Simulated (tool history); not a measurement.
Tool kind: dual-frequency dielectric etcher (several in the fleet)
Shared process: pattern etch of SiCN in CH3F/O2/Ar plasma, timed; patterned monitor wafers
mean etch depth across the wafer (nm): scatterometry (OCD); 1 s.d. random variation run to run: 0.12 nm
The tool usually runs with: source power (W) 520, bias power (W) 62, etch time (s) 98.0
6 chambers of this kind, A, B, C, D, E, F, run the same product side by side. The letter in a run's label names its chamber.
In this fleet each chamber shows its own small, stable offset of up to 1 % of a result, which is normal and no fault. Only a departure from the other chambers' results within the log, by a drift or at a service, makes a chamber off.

| run | hour | source power (W) | bias power (W) | etch time (s) | read-back reference wafer on the same gauge, depth_nm | mean etch depth across the wafer (nm) |
|---|---|---|---|---|---|---|
| 1F | 7.0 | 520 | 62 | 98.0 | 39.199 | 38.560 |
| 2B | 13.9 | 520 | 62 | 98.0 | 39.205 | 38.594 |
| 3A | 22.4 | 520 | 62 | 98.0 | 39.212 | 38.791 |
|  | 24.9 | chamber F: bias power generator calibrated |
| 4C | 28.9 | 520 | 62 | 98.0 | 39.184 | 38.545 |
| 5E | 36.0 | 520 | 62 | 98.0 | 39.193 | 38.922 |
| 6D | 47.0 | 520 | 62 | 98.0 | 39.210 | 38.508 |
| 7F | 55.9 | 520 | 62 | 98.0 | 39.202 | 38.638 |
| 8E | 66.7 | 520 | 62 | 98.0 | 39.197 | 38.566 |
|  | 66.9 | chamber B: wet clean of the chamber |
| 9D | 74.5 | 520 | 62 | 98.0 | 39.177 | 38.306 |
| 10B | 81.0 | 460 | 62 | 88.0 | 39.216 | 32.957 |
| 11C | 87.1 | 460 | 62 | 88.0 | 39.238 | 33.151 |
| 12A | 98.1 | 460 | 62 | 88.0 | 39.169 | 33.347 |
|  | 101.3 | chamber A: wet clean of the chamber |
| 13B | 108.1 | 460 | 62 | 88.0 | 39.212 | 33.074 |
|  | 111.1 | chamber E: bias power generator calibrated |
|  | 112.5 | chamber C: bias power generator calibrated |
| 14D | 118.6 | 460 | 62 | 88.0 | 39.213 | 33.039 |
| 15A | 124.2 | 460 | 62 | 88.0 | 39.192 | 33.190 |
|  | 128.6 | chamber C: wet clean of the chamber |
| 16C | 131.2 | 520 | 62 | 98.0 | 39.195 | 38.540 |
| 17F | 142.3 | 520 | 62 | 98.0 | 39.196 | 38.613 |
| 18E | 150.5 | 520 | 69 | 109.5 | 39.196 | 44.636 |
| 19B | 158.7 | 520 | 69 | 109.5 | 39.157 | 44.505 |
| 20C | 167.5 | 520 | 69 | 109.5 | 39.203 | 44.753 |
| 21F | 174.7 | 520 | 69 | 109.5 | 39.220 | 44.805 |
| 22A | 185.2 | 520 | 69 | 109.5 | 39.206 | 44.843 |
| 23E | 193.5 | 520 | 69 | 109.5 | 39.204 | 44.597 |
| 24D | 204.4 | 520 | 62 | 98.0 | 39.182 | 38.752 |
| 25C | 209.5 | 520 | 62 | 98.0 | 39.178 | 38.585 |
| 26E | 218.0 | 520 | 62 | 98.0 | 39.192 | 38.617 |
| 27B | 229.1 | 520 | 62 | 98.0 | 39.220 | 38.453 |
| 28F | 239.8 | 520 | 62 | 98.0 | 39.214 | 38.680 |
| 29D | 250.3 | 520 | 62 | 98.0 | 39.185 | 38.615 |
| 30A | 260.6 | 640 | 62 | 111.5 | 39.210 | 47.479 |
| 31D | 268.7 | 640 | 62 | 111.5 | 39.206 | 47.288 |
| 32B | 277.2 | 640 | 62 | 111.5 | 39.211 | 47.225 |
|  | 282.9 | chamber F: wet clean of the chamber |
| 33F | 284.0 | 640 | 62 | 111.5 | 39.202 | 47.808 |
| 34C | 293.3 | 640 | 62 | 111.5 | 39.194 | 47.618 |
| 35A | 301.1 | 640 | 62 | 111.5 | 39.211 | 47.513 |
| 36E | 307.7 | 520 | 62 | 98.0 | 39.173 | 38.880 |
| 37B | 314.1 | 520 | 62 | 98.0 | 39.241 | 38.167 |
| 38D | 321.0 | 520 | 62 | 98.0 | 39.213 | 38.485 |
| 39E | 329.3 | 420 | 76 | 98.0 | 39.225 | 38.534 |
| 40A | 338.9 | 420 | 76 | 98.0 | 39.182 | 38.241 |
| 41C | 344.7 | 420 | 76 | 98.0 | 39.213 | 38.358 |
| 42F | 350.5 | 420 | 76 | 98.0 | 39.210 | 38.298 |
| 43F | 356.6 | 420 | 76 | 98.0 | 39.183 | 38.238 |

Read the log: is a single chamber off, either drifting away or since a service, is the gauge that measures every chamber drifting, or is nothing wrong beyond small per-chamber offsets? Name any odd chamber and what most likely caused it.

Neither any chamber nor the gauge drifts; the chambers differ only by their own small, steady offsets.
